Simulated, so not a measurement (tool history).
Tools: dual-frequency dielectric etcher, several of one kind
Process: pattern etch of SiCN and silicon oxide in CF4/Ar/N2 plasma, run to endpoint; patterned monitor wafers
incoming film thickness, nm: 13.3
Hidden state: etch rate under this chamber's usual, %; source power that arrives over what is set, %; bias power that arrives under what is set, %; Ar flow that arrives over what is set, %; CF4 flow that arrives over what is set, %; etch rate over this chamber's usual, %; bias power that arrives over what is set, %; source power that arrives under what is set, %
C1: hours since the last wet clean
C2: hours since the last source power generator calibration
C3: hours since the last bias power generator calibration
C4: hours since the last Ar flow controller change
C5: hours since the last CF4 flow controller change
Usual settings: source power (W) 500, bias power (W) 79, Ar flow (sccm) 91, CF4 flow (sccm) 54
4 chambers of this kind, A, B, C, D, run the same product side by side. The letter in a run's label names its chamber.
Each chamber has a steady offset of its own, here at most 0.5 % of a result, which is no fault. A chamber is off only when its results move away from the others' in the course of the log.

{"run": "1C", "hour": 8.5, "source power (W)": 500, "bias power (W)": 79, "Ar flow (sccm)": 91, "CF4 flow (sccm)": 54, "C1": 279.9, "C2": 1620.9, "C3": 1385.7, "C4": 1111.6, "C5": 1829.0, "endpoint time (s)": 14.06}
{"run": "2B", "hour": 15.4, "source power (W)": 500, "bias power (W)": 79, "Ar flow (sccm)": 91, "CF4 flow (sccm)": 54, "C1": 511.7, "C2": 960.3, "C3": 743.3, "C4": 2754.3, "C5": 2738.5, "endpoint time (s)": 13.98}
{"run": "3D", "hour": 26.9, "source power (W)": 500, "bias power (W)": 79, "Ar flow (sccm)": 91, "CF4 flow (sccm)": 54, "C1": 226.5, "C2": 2688.6, "C3": 1215.3, "C4": 538.6, "C5": 3310.8, "endpoint time (s)": 13.89}
{"run": "4A", "hour": 39.1, "source power (W)": 500, "bias power (W)": 79, "Ar flow (sccm)": 91, "CF4 flow (sccm)": 54, "C1": 124.4, "C2": 2591.6, "C3": 1259.0, "C4": 1176.3, "C5": 492.7, "endpoint time (s)": 13.911}
{"hour": 41.3, "done": "chamber B: wet clean of the chamber"}
{"run": "5B", "hour": 45.7, "source power (W)": 500, "bias power (W)": 79, "Ar flow (sccm)": 91, "CF4 flow (sccm)": 54, "C1": 4.4, "C2": 990.6, "C3": 773.6, "C4": 2784.6, "C5": 2768.8, "endpoint time (s)": 13.902}
{"run": "6C", "hour": 55.4, "source power (W)": 500, "bias power (W)": 79, "Ar flow (sccm)": 91, "CF4 flow (sccm)": 64, "C1": 326.8, "C2": 1667.8, "C3": 1432.6, "C4": 1158.5, "C5": 1875.9, "endpoint time (s)": 13.672}
{"run": "7D", "hour": 68.9, "source power (W)": 500, "bias power (W)": 79, "Ar flow (sccm)": 91, "CF4 flow (sccm)": 64, "C1": 268.5, "C2": 2730.6, "C3": 1257.3, "C4": 580.6, "C5": 3352.8, "endpoint time (s)": 13.563}
{"run": "8A", "hour": 77.4, "source power (W)": 500, "bias power (W)": 79, "Ar flow (sccm)": 91, "CF4 flow (sccm)": 64, "C1": 162.7, "C2": 2629.9, "C3": 1297.3, "C4": 1214.6, "C5": 531.0, "endpoint time (s)": 13.597}
{"run": "9B", "hour": 87.2, "source power (W)": 500, "bias power (W)": 79, "Ar flow (sccm)": 91, "CF4 flow (sccm)": 64, "C1": 45.9, "C2": 1032.1, "C3": 815.1, "C4": 2826.1, "C5": 2810.3, "endpoint time (s)": 13.559}
{"run": "10A", "hour": 101.2, "source power (W)": 500, "bias power (W)": 79, "Ar flow (sccm)": 91, "CF4 flow (sccm)": 54, "C1": 186.5, "C2": 2653.7, "C3": 1321.1, "C4": 1238.4, "C5": 554.8, "endpoint time (s)": 14.003}
{"run": "11D", "hour": 112.9, "source power (W)": 500, "bias power (W)": 79, "Ar flow (sccm)": 91, "CF4 flow (sccm)": 54, "C1": 312.5, "C2": 2774.6, "C3": 1301.3, "C4": 624.6, "C5": 3396.8, "endpoint time (s)": 13.884}
{"run": "12C", "hour": 125.0, "source power (W)": 500, "bias power (W)": 79, "Ar flow (sccm)": 91, "CF4 flow (sccm)": 54, "C1": 396.4, "C2": 1737.4, "C3": 1502.2, "C4": 1228.1, "C5": 1945.5, "endpoint time (s)": 14.069}
{"run": "13C", "hour": 132.2, "source power (W)": 500, "bias power (W)": 79, "Ar flow (sccm)": 91, "CF4 flow (sccm)": 54, "C1": 403.6, "C2": 1744.6, "C3": 1509.4, "C4": 1235.3, "C5": 1952.7, "endpoint time (s)": 13.921}
{"run": "14A", "hour": 140.7, "source power (W)": 500, "bias power (W)": 79, "Ar flow (sccm)": 91, "CF4 flow (sccm)": 54, "C1": 226.0, "C2": 2693.2, "C3": 1360.6, "C4": 1277.9, "C5": 594.3, "endpoint time (s)": 14.008}
{"run": "15D", "hour": 151.9, "source power (W)": 380, "bias power (W)": 79, "Ar flow (sccm)": 91, "CF4 flow (sccm)": 54, "C1": 351.5, "C2": 2813.6, "C3": 1340.3, "C4": 663.6, "C5": 3435.8, "endpoint time (s)": 17.721}
{"run": "16B", "hour": 165.1, "source power (W)": 380, "bias power (W)": 79, "Ar flow (sccm)": 91, "CF4 flow (sccm)": 54, "C1": 123.8, "C2": 1110.0, "C3": 893.0, "C4": 2904.0, "C5": 2888.2, "endpoint time (s)": 17.638}
{"hour": 171.8, "done": "chamber D: wet clean of the chamber"}
{"run": "17C", "hour": 175.1, "source power (W)": 380, "bias power (W)": 79, "Ar flow (sccm)": 91, "CF4 flow (sccm)": 54, "C1": 446.5, "C2": 1787.5, "C3": 1552.3, "C4": 1278.2, "C5": 1995.6, "endpoint time (s)": 17.926}
{"run": "18B", "hour": 187.8, "source power (W)": 380, "bias power (W)": 79, "Ar flow (sccm)": 91, "CF4 flow (sccm)": 54, "C1": 146.5, "C2": 1132.7, "C3": 915.7, "C4": 2926.7, "C5": 2910.9, "endpoint time (s)": 17.718}
{"run": "19D", "hour": 202.2, "source power (W)": 500, "bias power (W)": 79, "Ar flow (sccm)": 91, "CF4 flow (sccm)": 54, "C1": 30.5, "C2": 2863.9, "C3": 1390.6, "C4": 713.9, "C5": 3486.1, "endpoint time (s)": 13.984}
{"run": "20A", "hour": 208.7, "source power (W)": 500, "bias power (W)": 79, "Ar flow (sccm)": 91, "CF4 flow (sccm)": 54, "C1": 294.0, "C2": 2761.2, "C3": 1428.6, "C4": 1345.9, "C5": 662.3, "endpoint time (s)": 14.071}
{"run": "21D", "hour": 215.8, "source power (W)": 500, "bias power (W)": 79, "Ar flow (sccm)": 91, "CF4 flow (sccm)": 54, "C1": 44.1, "C2": 2877.5, "C3": 1404.2, "C4": 727.5, "C5": 3499.7, "endpoint time (s)": 13.896}
{"run": "22C", "hour": 225.9, "source power (W)": 500, "bias power (W)": 79, "Ar flow (sccm)": 91, "CF4 flow (sccm)": 54, "C1": 497.3, "C2": 1838.3, "C3": 1603.1, "C4": 1329.0, "C5": 2046.4, "endpoint time (s)": 14.052}
{"hour": 234.2, "done": "chamber C: wet clean of the chamber"}
{"run": "23A", "hour": 236.8, "source power (W)": 500, "bias power (W)": 79, "Ar flow (sccm)": 91, "CF4 flow (sccm)": 54, "C1": 322.1, "C2": 2789.3, "C3": 1456.7, "C4": 1374.0, "C5": 690.4, "endpoint time (s)": 14.292}
{"run": "24B", "hour": 250.7, "source power (W)": 500, "bias power (W)": 79, "Ar flow (sccm)": 91, "CF4 flow (sccm)": 54, "C1": 209.4, "C2": 1195.6, "C3": 978.6, "C4": 2989.6, "C5": 2973.8, "endpoint time (s)": 13.991}
{"run": "25C", "hour": 257.7, "source power (W)": 500, "bias power (W)": 79, "Ar flow (sccm)": 91, "CF4 flow (sccm)": 50, "C1": 23.5, "C2": 1870.1, "C3": 1634.9, "C4": 1360.8, "C5": 2078.2, "endpoint time (s)": 14.202}
{"run": "26D", "hour": 271.4, "source power (W)": 500, "bias power (W)": 79, "Ar flow (sccm)": 91, "CF4 flow (sccm)": 50, "C1": 99.7, "C2": 2933.1, "C3": 1459.8, "C4": 783.1, "C5": 3555.3, "endpoint time (s)": 14.087}
{"run": "27A", "hour": 283.7, "source power (W)": 500, "bias power (W)": 79, "Ar flow (sccm)": 91, "CF4 flow (sccm)": 50, "C1": 369.0, "C2": 2836.2, "C3": 1503.6, "C4": 1420.9, "C5": 737.3, "endpoint time (s)": 14.449}
{"run": "28B", "hour": 294.9, "source power (W)": 500, "bias power (W)": 79, "Ar flow (sccm)": 91, "CF4 flow (sccm)": 50, "C1": 253.6, "C2": 1239.8, "C3": 1022.8, "C4": 3033.8, "C5": 3018.0, "endpoint time (s)": 13.996}
{"run": "29C", "hour": 305.1, "source power (W)": 500, "bias power (W)": 79, "Ar flow (sccm)": 91, "CF4 flow (sccm)": 54, "C1": 70.9, "C2": 1917.5, "C3": 1682.3, "C4": 1408.2, "C5": 2125.6, "endpoint time (s)": 14.045}
{"run": "30B", "hour": 315.3, "source power (W)": 500, "bias power (W)": 79, "Ar flow (sccm)": 91, "CF4 flow (sccm)": 54, "C1": 274.0, "C2": 1260.2, "C3": 1043.2, "C4": 3054.2, "C5": 3038.4, "endpoint time (s)": 13.943}
{"run": "31D", "hour": 327.4, "source power (W)": 500, "bias power (W)": 79, "Ar flow (sccm)": 91, "CF4 flow (sccm)": 54, "C1": 155.7, "C2": 2989.1, "C3": 1515.8, "C4": 839.1, "C5": 3611.3, "endpoint time (s)": 13.844}
{"run": "32A", "hour": 340.2, "source power (W)": 500, "bias power (W)": 79, "Ar flow (sccm)": 91, "CF4 flow (sccm)": 54, "C1": 425.5, "C2": 2892.7, "C3": 1560.1, "C4": 1477.4, "C5": 793.8, "endpoint time (s)": 14.384}
{"run": "33C", "hour": 352.5, "source power (W)": 500, "bias power (W)": 79, "Ar flow (sccm)": 91, "CF4 flow (sccm)": 54, "C1": 118.3, "C2": 1964.9, "C3": 1729.7, "C4": 1455.6, "C5": 2173.0, "endpoint time (s)": 14.072}
{"run": "34B", "hour": 366.2, "source power (W)": 450, "bias power (W)": 79, "Ar flow (sccm)": 80, "CF4 flow (sccm)": 54, "C1": 324.9, "C2": 1311.1, "C3": 1094.1, "C4": 3105.1, "C5": 3089.3, "endpoint time (s)": 15.042}
{"run": "35A", "hour": 376.0, "source power (W)": 450, "bias power (W)": 79, "Ar flow (sccm)": 80, "CF4 flow (sccm)": 54, "C1": 461.3, "C2": 2928.5, "C3": 1595.9, "C4": 1513.2, "C5": 829.6, "endpoint time (s)": 15.596}
{"run": "36D", "hour": 388.3, "source power (W)": 450, "bias power (W)": 79, "Ar flow (sccm)": 80, "CF4 flow (sccm)": 54, "C1": 216.6, "C2": 3050.0, "C3": 1576.7, "C4": 900.0, "C5": 3672.2, "endpoint time (s)": 14.983}
{"run": "37A", "hour": 397.8, "source power (W)": 450, "bias power (W)": 79, "Ar flow (sccm)": 80, "CF4 flow (sccm)": 54, "C1": 483.1, "C2": 2950.3, "C3": 1617.7, "C4": 1535.0, "C5": 851.4, "endpoint time (s)": 15.645}
{"run": "38D", "hour": 409.2, "source power (W)": 500, "bias power (W)": 98, "Ar flow (sccm)": 91, "CF4 flow (sccm)": 54, "C1": 237.5, "C2": 3070.9, "C3": 1597.6, "C4": 920.9, "C5": 3693.1, "endpoint time (s)": 12.842}
{"run": "39B", "hour": 421.5, "source power (W)": 500, "bias power (W)": 98, "Ar flow (sccm)": 91, "CF4 flow (sccm)": 54, "C1": 380.2, "C2": 1366.4, "C3": 1149.4, "C4": 3160.4, "C5": 3144.6, "endpoint time (s)": 12.84}

Next, every chamber runs the same settings. What will each give?
{"run": "40A", "hour": 432.0, "source power (W)": 610, "bias power (W)": 79, "Ar flow (sccm)": 91, "CF4 flow (sccm)": 54, "endpoint time (s)": "?"}
{"run": "40B", "hour": 432.0, "source power (W)": 610, "bias power (W)": 79, "Ar flow (sccm)": 91, "CF4 flow (sccm)": 54, "endpoint time (s)": "?"}
{"run": "40C", "hour": 432.0, "source power (W)": 610, "bias power (W)": 79, "Ar flow (sccm)": 91, "CF4 flow (sccm)": 54, "endpoint time (s)": "?"}
{"run": "40D", "hour": 432.0, "source power (W)": 610, "bias power (W)": 79, "Ar flow (sccm)": 91, "CF4 flow (sccm)": 54, "endpoint time (s)": "?"}

run=40A endpoint_time_(s)=12.203
run=40B endpoint_time_(s)=11.793
run=40C endpoint_time_(s)=11.763
run=40D endpoint_time_(s)=11.720
